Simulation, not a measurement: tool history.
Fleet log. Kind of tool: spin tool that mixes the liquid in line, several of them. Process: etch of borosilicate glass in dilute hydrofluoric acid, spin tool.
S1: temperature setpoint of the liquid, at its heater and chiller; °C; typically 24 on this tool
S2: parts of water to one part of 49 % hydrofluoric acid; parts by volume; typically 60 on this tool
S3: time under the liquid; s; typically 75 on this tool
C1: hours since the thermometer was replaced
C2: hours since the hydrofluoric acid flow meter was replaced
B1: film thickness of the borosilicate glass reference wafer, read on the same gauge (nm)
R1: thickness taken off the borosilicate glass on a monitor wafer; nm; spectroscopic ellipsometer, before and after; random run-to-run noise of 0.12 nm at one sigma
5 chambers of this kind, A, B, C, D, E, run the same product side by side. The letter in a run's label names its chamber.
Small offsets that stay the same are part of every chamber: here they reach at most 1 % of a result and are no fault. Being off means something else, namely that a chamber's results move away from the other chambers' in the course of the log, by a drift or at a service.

run,day,S1,S2,S3,C1,C2,B1,R1
# day 0.175: chamber B: hydrofluoric acid flow meter replaced
1D,0.208,24,60,75,1904.8,1099.5,70.019,40.743
2C,0.462,24,60,75,1374.7,108.6,70.018,40.398
3E,0.792,24,60,75,836.9,461.7,69.983,40.545
4A,1.088,24,60,75,206.9,46.4,69.996,40.404
5B,1.442,24,60,75,645,30.4,69.993,40.408
6A,1.721,24,60,75,222.1,61.6,70.013,40.821
7B,1.929,27.5,85,75,656.7,42.1,69.98,31.899
8C,2.112,27.5,85,75,1414.3,148.2,70.042,31.738
9D,2.3,27.5,85,75,1955,1149.7,69.966,31.997
10E,2.492,27.5,85,75,877.7,502.5,70.014,31.72
11A,2.746,27.5,85,75,246.7,86.2,69.992,31.997
12C,2.983,24,75,75,1435.2,169.1,70.002,31.624
13B,3.183,24,75,75,686.8,72.2,69.988,31.73
14E,3.529,24,75,75,902.6,527.4,70.015,31.623
15D,3.708,24,75,75,1988.8,1183.5,69.979,31.888
16A,3.975,24,75,75,276.2,115.7,70.029,31.947
17D,4.308,24,60,75,2003.2,1197.9,70.037,40.718
18E,4.608,24,60,75,928.5,553.3,70.039,40.255
19B,4.846,24,60,75,726.7,112.1,69.981,40.121
20C,5.096,24,60,75,1485.9,219.8,69.985,40.373
21E,5.396,24,60,75,947.4,572.2,70.003,40.554
22A,5.583,24,60,55,314.8,154.3,69.975,29.812
23C,5.821,24,60,55,1503.3,237.2,70.028,29.458
24B,6,24,60,55,754.4,139.8,70.014,29.275
25D,6.342,24,60,55,2052,1246.7,69.996,30.067
26B,6.504,24,60,55,766.5,151.9,69.978,29.372
# day 6.571: chamber E: thermometer replaced
27E,6.833,24,60,75,6.4,606.7,70.022,40.359
28A,7.067,24,60,75,350.4,189.9,70.035,40.693
29C,7.358,24,60,75,1540.2,274.1,69.982,40.422
30D,7.638,24,60,75,2083.1,1277.8,69.989,40.696
31D,7.954,21.5,60,115,2090.7,1285.4,69.99,56.208
32B,8.246,21.5,60,115,808.3,193.7,70.002,55.146
33C,8.421,21.5,60,115,1565.7,299.6,70.055,55.58
34A,8.717,21.5,60,115,390,229.5,70.013,56.149
35E,8.996,21.5,60,115,58.3,658.6,69.991,55.688
36C,9.192,24,60,75,1584.2,318.1,69.935,40.358
37B,9.525,24,60,75,839,224.4,70.018,39.513
38A,9.842,24,60,75,417,256.5,69.999,40.616
39D,10.075,24,60,30,2141.6,1336.3,69.983,16.169
40E,10.425,24,60,30,92.6,692.9,70.018,16.197
41B,10.654,24,60,30,866.1,251.5,69.974,15.886
42D,10.838,24,60,30,2159.9,1354.6,70.003,16.245
43E,11.029,24,60,30,107.1,707.4,70.017,16.181

Predict what each chamber gives when all 5 of them run the settings below next.
44A,11.283,24,60,75,,,,?
44B,11.283,24,60,75,,,,?
44C,11.283,24,60,75,,,,?
44D,11.283,24,60,75,,,,?
44E,11.283,24,60,75,,,,?

run,R1
44A,40.712
44B,39.503
44C,40.403
44D,40.751
44E,40.643
